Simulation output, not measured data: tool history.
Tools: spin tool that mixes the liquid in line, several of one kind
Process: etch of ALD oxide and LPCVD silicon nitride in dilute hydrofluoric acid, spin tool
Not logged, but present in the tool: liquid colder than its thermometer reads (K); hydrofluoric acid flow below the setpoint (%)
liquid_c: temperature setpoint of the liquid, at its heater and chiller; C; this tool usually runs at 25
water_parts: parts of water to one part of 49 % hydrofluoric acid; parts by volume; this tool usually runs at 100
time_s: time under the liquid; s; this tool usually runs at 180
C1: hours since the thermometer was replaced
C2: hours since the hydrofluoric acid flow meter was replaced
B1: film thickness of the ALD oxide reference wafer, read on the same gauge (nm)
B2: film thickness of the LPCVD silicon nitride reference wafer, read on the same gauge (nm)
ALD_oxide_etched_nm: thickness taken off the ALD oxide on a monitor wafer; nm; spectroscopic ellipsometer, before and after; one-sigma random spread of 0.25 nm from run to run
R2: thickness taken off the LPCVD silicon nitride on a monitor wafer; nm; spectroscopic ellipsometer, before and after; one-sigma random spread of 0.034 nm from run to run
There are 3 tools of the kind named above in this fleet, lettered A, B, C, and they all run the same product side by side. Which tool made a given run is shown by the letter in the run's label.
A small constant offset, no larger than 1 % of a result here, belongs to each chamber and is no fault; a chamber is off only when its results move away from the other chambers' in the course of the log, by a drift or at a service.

run 1A hour=6.1 | liquid_c=25 water_parts=100 time_s=180 | C1=80 C2=245.5 | B1=130 B2=90.008 | ALD_oxide_etched_nm=38.862 R2=1.0067
run 2C hour=10.9 | liquid_c=25 water_parts=100 time_s=180 | C1=153.3 C2=649.5 | B1=129.99 B2=90.017 | ALD_oxide_etched_nm=38.769 R2=1.0342
run 3B hour=16 | liquid_c=25 water_parts=100 time_s=180 | C1=577.1 C2=512.6 | B1=129.99 B2=90.001 | ALD_oxide_etched_nm=39.302 R2=0.98798
run 4A hour=21.2 | liquid_c=25 water_parts=100 time_s=180 | C1=95.1 C2=260.6 | B1=129.99 B2=90.02 | ALD_oxide_etched_nm=39.484 R2=0.9881
run 5B hour=25.8 | liquid_c=25 water_parts=100 time_s=180 | C1=586.9 C2=522.4 | B1=130 B2=90.018 | ALD_oxide_etched_nm=39.145 R2=0.99217
run 6C hour=29.9 | liquid_c=25 water_parts=100 time_s=180 | C1=172.3 C2=668.5 | B1=130.01 B2=89.999 | ALD_oxide_etched_nm=39.243 R2=0.96745
run 7A hour=35.5 | liquid_c=25 water_parts=100 time_s=180 | C1=109.4 C2=274.9 | B1=130 B2=90.014 | ALD_oxide_etched_nm=39.341 R2=0.94805
run 8B hour=41.3 | liquid_c=25 water_parts=100 time_s=180 | C1=602.4 C2=537.9 | B1=129.96 B2=89.961 | ALD_oxide_etched_nm=38.77 R2=1.0148
run 9C hour=45.8 | liquid_c=25 water_parts=100 time_s=180 | C1=188.2 C2=684.4 | B1=130.01 B2=89.984 | ALD_oxide_etched_nm=39.376 R2=0.9734
run 10A hour=52.6 | liquid_c=25 water_parts=100 time_s=180 | C1=126.5 C2=292 | B1=129.99 B2=89.947 | ALD_oxide_etched_nm=39.046 R2=0.99731
run 11B hour=58.8 | liquid_c=25 water_parts=100 time_s=180 | C1=619.9 C2=555.4 | B1=130.02 B2=90.022 | ALD_oxide_etched_nm=38.776 R2=1.0246
run 12C hour=63.1 | liquid_c=25 water_parts=100 time_s=180 | C1=205.5 C2=701.7 | B1=130 B2=89.998 | ALD_oxide_etched_nm=39.552 R2=0.9414
run 13C hour=66.6 | liquid_c=25 water_parts=100 time_s=180 | C1=209 C2=705.2 | B1=129.99 B2=89.997 | ALD_oxide_etched_nm=39.02 R2=0.93862
run 14B hour=72.2 | liquid_c=25 water_parts=100 time_s=145 | C1=633.3 C2=568.8 | B1=130.02 B2=90.005 | ALD_oxide_etched_nm=31.341 R2=0.74136
run 15A hour=76.1 | liquid_c=25 water_parts=100 time_s=145 | C1=150 C2=315.5 | B1=130.01 B2=89.979 | ALD_oxide_etched_nm=31.025 R2=0.76461
run 16A hour=82.5 | liquid_c=25 water_parts=100 time_s=145 | C1=156.4 C2=321.9 | B1=130.01 B2=89.986 | ALD_oxide_etched_nm=31.186 R2=0.79825
-- hour=84.8 chamber B: hydrofluoric acid flow meter replaced
run 17C hour=89 | liquid_c=25 water_parts=100 time_s=180 | C1=231.4 C2=727.6 | B1=130 B2=90.013 | ALD_oxide_etched_nm=39.366 R2=0.9462
run 18B hour=92.3 | liquid_c=25 water_parts=100 time_s=180 | C1=653.4 C2=7.6 | B1=130.02 B2=89.963 | ALD_oxide_etched_nm=39.669 R2=0.9931
run 19B hour=98.6 | liquid_c=25 water_parts=100 time_s=180 | C1=659.7 C2=13.9 | B1=129.99 B2=89.998 | ALD_oxide_etched_nm=38.606 R2=0.94559
run 20A hour=103.8 | liquid_c=25 water_parts=100 time_s=180 | C1=177.7 C2=343.2 | B1=130.02 B2=90.021 | ALD_oxide_etched_nm=38.898 R2=0.97788
run 21C hour=110.7 | liquid_c=25 water_parts=100 time_s=180 | C1=253.1 C2=749.3 | B1=130 B2=89.956 | ALD_oxide_etched_nm=39.464 R2=0.99988
run 22B hour=116.3 | liquid_c=25 water_parts=100 time_s=180 | C1=677.4 C2=31.6 | B1=129.99 B2=89.965 | ALD_oxide_etched_nm=39.104 R2=0.97529
run 23C hour=121.7 | liquid_c=25 water_parts=100 time_s=180 | C1=264.1 C2=760.3 | B1=129.97 B2=89.999 | ALD_oxide_etched_nm=38.985 R2=0.96561
run 24A hour=126.4 | liquid_c=25 water_parts=100 time_s=180 | C1=200.3 C2=365.8 | B1=130 B2=90.028 | ALD_oxide_etched_nm=38.294 R2=0.98995
run 25B hour=131.1 | liquid_c=25 water_parts=100 time_s=180 | C1=692.2 C2=46.4 | B1=129.98 B2=89.979 | ALD_oxide_etched_nm=39.236 R2=0.94464
run 26A hour=137 | liquid_c=25 water_parts=100 time_s=180 | C1=210.9 C2=376.4 | B1=130.01 B2=89.992 | ALD_oxide_etched_nm=38.754 R2=1.0068
run 27C hour=141.6 | liquid_c=25 water_parts=100 time_s=180 | C1=284 C2=780.2 | B1=130.03 B2=89.955 | ALD_oxide_etched_nm=39.091 R2=0.97383
run 28B hour=146.7 | liquid_c=22.5 water_parts=100 time_s=270 | C1=707.8 C2=62 | B1=130 B2=90.028 | ALD_oxide_etched_nm=53.389 R2=1.2176

For the next run the whole fleet of 3 chambers uses the same settings. Give each chamber's results:
run 29A hour=151.9 | liquid_c=25 water_parts=100 time_s=125 | ALD_oxide_etched_nm=? R2=?
run 29B hour=151.9 | liquid_c=25 water_parts=100 time_s=125 | ALD_oxide_etched_nm=? R2=?
run 29C hour=151.9 | liquid_c=25 water_parts=100 time_s=125 | ALD_oxide_etched_nm=? R2=?

run=29A ALD_oxide_etched_nm=27.158 R2=0.67295
run=29B ALD_oxide_etched_nm=27.327 R2=0.69823
run=29C ALD_oxide_etched_nm=27.109 R2=0.70164
